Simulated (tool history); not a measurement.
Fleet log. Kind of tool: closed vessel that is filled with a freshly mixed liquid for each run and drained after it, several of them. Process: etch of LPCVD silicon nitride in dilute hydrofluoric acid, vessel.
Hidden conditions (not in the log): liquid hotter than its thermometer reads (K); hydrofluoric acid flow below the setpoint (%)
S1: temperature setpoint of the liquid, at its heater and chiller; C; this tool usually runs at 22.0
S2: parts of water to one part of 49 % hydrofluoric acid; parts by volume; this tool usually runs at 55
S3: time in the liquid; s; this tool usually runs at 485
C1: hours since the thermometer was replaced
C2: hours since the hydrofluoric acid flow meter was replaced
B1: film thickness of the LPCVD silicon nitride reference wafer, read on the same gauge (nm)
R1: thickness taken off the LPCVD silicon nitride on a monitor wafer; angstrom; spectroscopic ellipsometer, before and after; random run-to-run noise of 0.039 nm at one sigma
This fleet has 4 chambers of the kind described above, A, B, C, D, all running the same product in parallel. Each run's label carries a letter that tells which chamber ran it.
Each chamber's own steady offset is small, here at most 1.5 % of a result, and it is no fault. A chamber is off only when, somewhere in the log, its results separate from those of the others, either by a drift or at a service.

run	day	S1	S2	S3	C1	C2	B1	R1
1D	0.429	22.0	55	485	1097.9	1101.0	59.983	39.912
2C	0.862	22.0	55	485	1303.0	2665.4	60.007	40.176
3B	1.188	22.0	55	485	588.9	409.3	59.999	40.596
4A	1.508	22.0	55	485	828.0	1673.2	59.989	39.947
5A	1.754	22.0	55	485	833.9	1679.1	59.995	40.074
6B	1.971	22.0	55	320	607.7	428.1	60.008	26.428
7C	2.221	22.0	55	320	1335.6	2698.0	60.006	26.927
8D	2.458	22.0	55	320	1146.6	1149.7	59.999	26.814
9D	2.679	22.0	55	320	1151.9	1155.0	60.011	26.168
10C	2.983	18.5	55	295	1353.9	2716.3	59.975	19.404
11A	3.371	18.5	55	295	872.7	1717.9	59.992	18.971
12B	3.762	18.5	55	295	650.7	471.1	59.997	19.178
13C	4.050	18.5	55	295	1379.5	2741.9	59.995	19.193
14A	4.500	22.0	55	485	899.8	1745.0	59.999	40.277
# day 4.617: chamber C: hydrofluoric acid flow meter replaced
15D	4.858	22.0	55	485	1204.2	1207.3	59.991	40.248
16B	5.129	22.0	55	485	683.5	503.9	59.991	41.363
17A	5.592	22.0	55	485	926.0	1771.2	60.018	40.169
18C	5.971	22.0	55	485	1425.6	32.5	59.984	41.634
19B	6.417	22.0	55	485	714.4	534.8	60.020	41.458
20D	6.633	22.0	55	485	1246.8	1249.9	59.988	40.502
21A	6.858	22.0	55	485	956.4	1801.6	60.013	39.745
22B	7.246	22.0	35	485	734.3	554.7	59.979	66.423
23C	7.667	22.0	35	485	1466.3	73.2	60.011	63.361
24D	7.983	22.0	35	485	1279.2	1282.3	60.002	61.581
25B	8.208	22.0	35	485	757.4	577.8	60.013	66.137
26A	8.425	22.0	55	485	994.0	1839.2	59.980	39.827
27D	8.792	22.0	55	485	1298.6	1301.7	60.018	39.891
28C	9.200	22.0	55	485	1503.1	110.0	60.002	40.658
29D	9.475	22.0	55	485	1315.0	1318.1	60.001	40.493
30B	9.838	22.0	55	485	796.5	616.9	59.966	43.217
# day 9.883: chamber A: hydrofluoric acid flow meter replaced
31A	10.204	22.0	55	485	1036.7	7.7	59.988	39.381
32C	10.429	22.0	55	485	1532.6	139.5	59.988	40.685

Which is it: a chamber that has drifted or been left off by a service, a gauge drift common to all chambers, or only each chamber's usual small offset? If a chamber is off, name it and its likeliest cause.

It is chamber B that slowly wanders off from its peers.
Cause: liquid hotter than its thermometer reads (K) = 1.19.
The log might look much the same if the cause were instead: hydrofluoric acid flow above the setpoint (%).

Below are 4 candidate recipes for chamber B's next run, each the usual settings with a change, their results shown as question marks. Which of them brings B's results back in line with what the other chambers give on the usual settings?
In line here means within this much of the mean the other chambers give on the usual settings: R1 1.400 angstrom
33B-1	10.767	22.0	55	480				?
33B-2	10.767	23.0	55	485				?
33B-3	10.767	22.0	55	490				?
33B-4	10.767	21.5	55	460				?

Mean of the other chambers on the usual settings: R1 40.308 angstrom
run	R1
33B-1	43.159
33B-2	46.651
33B-3	44.058
33B-4	39.982
The right change is 33B-4: it brings the chamber back within the allowed miss of the others.
